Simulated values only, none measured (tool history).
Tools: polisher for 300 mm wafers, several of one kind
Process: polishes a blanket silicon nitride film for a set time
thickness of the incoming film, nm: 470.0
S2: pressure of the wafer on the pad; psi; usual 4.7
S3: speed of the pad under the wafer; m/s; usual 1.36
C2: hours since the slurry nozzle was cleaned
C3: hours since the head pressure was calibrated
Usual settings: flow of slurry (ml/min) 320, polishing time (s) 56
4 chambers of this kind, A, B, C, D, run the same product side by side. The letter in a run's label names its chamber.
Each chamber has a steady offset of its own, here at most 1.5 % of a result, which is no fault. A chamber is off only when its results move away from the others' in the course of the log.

Run 1C, hour 3.3: usual settings; wafers polished on this pad 630; C2 157.0; C3 968.6. Result: film removed (angstrom) 1625.4.
Run 2A, hour 5.4: usual settings; wafers polished on this pad 140; C2 200.1; C3 864.4. Result: film removed (angstrom) 1644.7.
Run 3B, hour 8.1: usual settings; wafers polished on this pad 1400; C2 368.3; C3 908.8. Result: film removed (angstrom) 1606.3.
Run 4D, hour 10.9: usual settings; wafers polished on this pad 744; C2 196.1; C3 250.4. Result: film removed (angstrom) 1623.8.
Run 5C, hour 13.7: usual settings; wafers polished on this pad 701; C2 167.4; C3 979.0. Result: film removed (angstrom) 1628.2.
Run 6A, hour 16.9: usual settings; wafers polished on this pad 219; C2 211.6; C3 875.9. Result: film removed (angstrom) 1654.4.
Run 7B, hour 19.9: usual settings; wafers polished on this pad 1480; C2 380.1; C3 920.6. Result: film removed (angstrom) 1616.5.
At hour 21.6: chamber B: worn pad replaced by a new one.
Run 8D, hour 23.7: usual settings but S2 3.4 psi; wafers polished on this pad 831; C2 208.9; C3 263.2. Result: film removed (angstrom) 1175.1.
Run 9D, hour 25.9: usual settings but S2 3.4 psi; wafers polished on this pad 846; C2 211.1; C3 265.4. Result: film removed (angstrom) 1175.3.
Run 10A, hour 28.8: usual settings but S2 3.4 psi; wafers polished on this pad 300; C2 223.5; C3 887.8. Result: film removed (angstrom) 1198.9.
Run 11B, hour 32.7: usual settings but S2 3.4 psi; wafers polished on this pad 76; C2 392.9; C3 933.4. Result: film removed (angstrom) 1152.8.
Run 12C, hour 36.6: usual settings; wafers polished on this pad 857; C2 190.3; C3 1001.9. Result: film removed (angstrom) 1621.8.
Run 13A, hour 39.0: usual settings but flow of slurry (ml/min) 235; wafers polished on this pad 369; C2 233.7; C3 898.0. Result: film removed (angstrom) 1596.2.
At hour 42.1: chamber C: worn pad replaced by a new one.
Run 14C, hour 43.4: usual settings but flow of slurry (ml/min) 235; wafers polished on this pad 9; C2 197.1; C3 1008.7. Result: film removed (angstrom) 1587.6.
Run 15D, hour 47.4: usual settings but flow of slurry (ml/min) 235; wafers polished on this pad 992; C2 232.6; C3 286.9. Result: film removed (angstrom) 1588.5.
Run 16B, hour 49.7: usual settings but flow of slurry (ml/min) 235; wafers polished on this pad 191; C2 409.9; C3 950.4. Result: film removed (angstrom) 1562.6.
Run 17C, hour 54.0: usual settings; wafers polished on this pad 81; C2 207.7; C3 1019.3. Result: film removed (angstrom) 1617.2.
Run 18A, hour 56.2: usual settings but flow of slurry (ml/min) 265, S2 4.1 psi; wafers polished on this pad 486; C2 250.9; C3 915.2. Result: film removed (angstrom) 1408.3.
At hour 59.4: chamber A: head pressure recalibrated.
Run 19D, hour 59.7: usual settings but flow of slurry (ml/min) 265, S2 4.1 psi; wafers polished on this pad 1076; C2 244.9; C3 299.2. Result: film removed (angstrom) 1382.6.
At hour 60.2: chamber D: worn pad replaced by a new one.
At hour 61.3: chamber A: slurry nozzle cleaned.
Run 20B, hour 62.1: usual settings but flow of slurry (ml/min) 265, S2 4.1 psi; wafers polished on this pad 276; C2 422.3; C3 962.8. Result: film removed (angstrom) 1372.6.
Run 21A, hour 66.1: usual settings but flow of slurry (ml/min) 265, S2 4.1 psi; wafers polished on this pad 554; C2 4.9; C3 6.7. Result: film removed (angstrom) 1494.5.
Run 22B, hour 70.0: usual settings but S2 3.4 psi, S3 1.82 m/s; wafers polished on this pad 330; C2 430.2; C3 970.7. Result: film removed (angstrom) 1460.4.
Run 23C, hour 73.4: usual settings but S2 3.4 psi, S3 1.82 m/s; wafers polished on this pad 213; C2 227.1; C3 1038.7. Result: film removed (angstrom) 1472.6.
Run 24D, hour 75.5: usual settings but S2 3.4 psi, S3 1.82 m/s; wafers polished on this pad 104; C2 260.7; C3 315.0. Result: film removed (angstrom) 1472.6.
Run 25C, hour 79.3: usual settings but S2 3.4 psi, S3 1.82 m/s; wafers polished on this pad 253; C2 233.0; C3 1044.6. Result: film removed (angstrom) 1491.4.
At hour 82.4: chamber B: head pressure recalibrated.
Run 26B, hour 82.7: usual settings; wafers polished on this pad 416; C2 442.9; C3 0.3. Result: film removed (angstrom) 1609.4.
Run 27D, hour 85.4: usual settings but S3 1.00 m/s, polishing time (s) 45; wafers polished on this pad 172; C2 270.6; C3 324.9. Result: film removed (angstrom) 1027.0.
Run 28A, hour 89.6: usual settings but S3 1.00 m/s, polishing time (s) 45; wafers polished on this pad 714; C2 28.4; C3 30.2. Result: film removed (angstrom) 1091.9.
Run 29C, hour 92.1: usual settings but S3 1.00 m/s, polishing time (s) 45; wafers polished on this pad 341; C2 245.8; C3 1057.4. Result: film removed (angstrom) 1038.8.
Run 30D, hour 95.0: usual settings but S3 1.00 m/s, polishing time (s) 45; wafers polished on this pad 237; C2 280.2; C3 334.5. Result: film removed (angstrom) 1021.9.
Run 31A, hour 97.3: usual settings; wafers polished on this pad 766; C2 36.1; C3 37.9. Result: film removed (angstrom) 1749.7.
At hour 101.1: chamber D: slurry nozzle cleaned.
Run 32B, hour 101.7: usual settings; wafers polished on this pad 545; C2 461.9; C3 19.3. Result: film removed (angstrom) 1596.1.
Run 33A, hour 105.1: usual settings; wafers polished on this pad 820; C2 43.9; C3 45.7. Result: film removed (angstrom) 1727.7.
Run 34B, hour 107.7: usual settings; wafers polished on this pad 586; C2 467.9; C3 25.3. Result: film removed (angstrom) 1603.3.
Run 35D, hour 110.3: usual settings; wafers polished on this pad 341; C2 9.2; C3 349.8. Result: film removed (angstrom) 1637.0.
At hour 111.9: chamber A: worn pad replaced by a new one.
Run 36C, hour 113.7: usual settings; wafers polished on this pad 488; C2 267.4; C3 1079.0. Result: film removed (angstrom) 1632.3.
Run 37D, hour 115.9: usual settings; wafers polished on this pad 379; C2 14.8; C3 355.4. Result: film removed (angstrom) 1635.1.
Run 38C, hour 119.2: usual settings; wafers polished on this pad 525; C2 272.9; C3 1084.5. Result: film removed (angstrom) 1647.9.
Run 39B, hour 121.4: usual settings; wafers polished on this pad 680; C2 481.6; C3 39.0. Result: film removed (angstrom) 1628.4.
Run 40A, hour 124.6: usual settings; wafers polished on this pad 86; C2 63.4; C3 65.2. Result: film removed (angstrom) 1739.8.
Run 41C, hour 129.1: usual settings; wafers polished on this pad 593; C2 282.8; C3 1094.4. Result: film removed (angstrom) 1628.7.

What goes on in this fleet: one chamber off, a drifting gauge, or nothing beyond the chambers' own small offsets? Name the chamber and the cause, if any.

A service left chamber A off against the others.
Cause: head's pressure above its setpoint, % = 6.09.

Here are 4 candidates for chamber A's next run, each the usual settings with a change, their results left as question marks. Which one brings its results back in line with what the others give on the usual settings?
In line means no further than this from the other chambers' mean on the usual settings: film removed (angstrom) 37.0
Run 42A-1, hour 132.3: usual settings but S2 4.6 psi, S3 1.34 m/s, polishing time (s) 54. Result: film removed (angstrom) ?.
Run 42A-2, hour 132.3: usual settings but S2 4.8 psi, S3 1.38 m/s, polishing time (s) 58. Result: film removed (angstrom) ?.
Run 42A-3, hour 132.3: usual settings but S3 1.32 m/s. Result: film removed (angstrom) ?.
Run 42A-4, hour 132.3: usual settings but S3 1.38 m/s, polishing time (s) 57. Result: film removed (angstrom) ?.

The other chambers' mean on the usual settings: film removed (angstrom) 1623.9
  run  film removed (angstrom)
42A-1                   1618.3
42A-2                   1856.0
42A-3                   1694.4
42A-4                   1786.1
42A-1 brings the chamber back in line.

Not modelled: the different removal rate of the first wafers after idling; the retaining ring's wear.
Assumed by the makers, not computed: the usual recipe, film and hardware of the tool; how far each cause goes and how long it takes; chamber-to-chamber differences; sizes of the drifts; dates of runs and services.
